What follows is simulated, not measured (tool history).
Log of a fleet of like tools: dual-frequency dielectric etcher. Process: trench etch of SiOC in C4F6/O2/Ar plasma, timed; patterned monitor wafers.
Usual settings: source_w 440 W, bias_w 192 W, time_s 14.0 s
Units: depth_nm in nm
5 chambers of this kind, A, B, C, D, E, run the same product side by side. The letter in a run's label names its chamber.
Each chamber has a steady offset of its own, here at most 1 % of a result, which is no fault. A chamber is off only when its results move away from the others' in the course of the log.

run,hour,source_w,bias_w,time_s,hours since the last wet clean,hours since the last source power generator calibration,hours since the last bias power generator calibration,"read-back reference wafer on the same gauge, depth_nm",depth_nm
# hour 4.7: chamber A: wet clean of the chamber
# hour 8.0: chamber B: wet clean of the chamber
1C,9.1,440,192,14.0,73.5,2445.0,2501.9,25.200,30.855
2A,20.5,440,192,14.0,15.8,3450.4,1406.0,25.198,30.778
3D,25.8,440,192,14.0,154.4,2863.4,2714.1,25.208,30.592
4E,35.8,440,192,14.0,133.1,1445.1,1932.3,25.209,30.953
5B,45.0,440,192,14.0,37.0,47.8,513.1,25.221,30.852
6C,51.7,440,192,14.0,116.1,2487.6,2544.5,25.217,30.964
7B,63.0,440,192,14.0,55.0,65.8,531.1,25.192,30.795
8E,70.6,440,192,14.0,167.9,1479.9,1967.1,25.170,30.639
9D,78.2,440,192,14.0,206.8,2915.8,2766.5,25.194,30.678
10A,83.4,440,192,14.0,78.7,3513.3,1468.9,25.189,30.718
11C,94.8,440,192,14.0,159.2,2530.7,2587.6,25.202,31.003
12B,102.2,440,219,17.5,94.2,105.0,570.3,25.186,40.080
13D,113.2,440,219,17.5,241.8,2950.8,2801.5,25.184,40.047
14E,122.7,440,219,17.5,220.0,1532.0,2019.2,25.212,40.415
15A,132.4,440,219,17.5,127.7,3562.3,1517.9,25.189,40.262
16C,141.2,440,219,17.5,205.6,2577.1,2634.0,25.210,40.088
17D,149.6,440,192,14.0,278.2,2987.2,2837.9,25.214,30.815
18A,155.3,440,192,14.0,150.6,3585.2,1540.8,25.181,31.074
19B,162.5,440,192,14.0,154.5,165.3,630.6,25.216,30.647
20E,171.2,500,226,14.0,268.5,1580.5,2067.7,25.180,34.145
21D,180.0,500,226,14.0,308.6,3017.6,2868.3,25.182,34.628
22E,190.1,500,226,14.0,287.4,1599.4,2086.6,25.204,34.286
23A,197.6,500,226,14.0,192.9,3627.5,1583.1,25.209,34.343
24B,203.9,500,226,14.0,195.9,206.7,672.0,25.182,33.959
25C,212.2,440,192,14.0,276.6,2648.1,2705.0,25.196,31.120
26A,217.7,440,192,14.0,213.0,3647.6,1603.2,25.202,31.055
27E,224.9,440,192,14.0,322.2,1634.2,2121.4,25.203,30.946
28C,236.1,440,192,14.0,300.5,2672.0,2728.9,25.215,31.057
29D,246.5,440,192,14.0,375.1,3084.1,2934.8,25.182,31.295
# hour 250.1: chamber D: bias power generator calibrated
30B,252.7,390,192,12.5,244.7,255.5,720.8,25.184,26.107
31E,258.4,390,192,12.5,355.7,1667.7,2154.9,25.205,26.323
32A,265.2,390,192,12.5,260.5,3695.1,1650.7,25.222,26.188
33D,270.4,390,192,12.5,399.0,3108.0,20.3,25.197,26.863
34B,276.2,390,192,12.5,268.2,279.0,744.3,25.196,25.993
35C,282.2,440,192,14.0,346.6,2718.1,2775.0,25.207,30.699
36D,288.9,440,192,14.0,417.5,3126.5,38.8,25.201,31.806
37C,298.4,440,192,14.0,362.8,2734.3,2791.2,25.199,30.981
38E,304.7,440,192,14.0,402.0,1714.0,2201.2,25.210,30.933
39A,311.1,440,192,14.0,306.4,3741.0,1696.6,25.180,30.908
40B,318.4,440,192,14.0,310.4,321.2,786.5,25.199,30.627
41B,327.6,440,192,14.0,319.6,330.4,795.7,25.190,30.488

All 5 chambers run these settings next. Forecast each chamber's results:
42A,335.8,440,192,14.0,,,,,?
42B,335.8,440,192,14.0,,,,,?
42C,335.8,440,192,14.0,,,,,?
42D,335.8,440,192,14.0,,,,,?
42E,335.8,440,192,14.0,,,,,?

run,depth_nm
42A,31.052
42B,30.735
42C,30.884
42D,32.108
42E,30.996
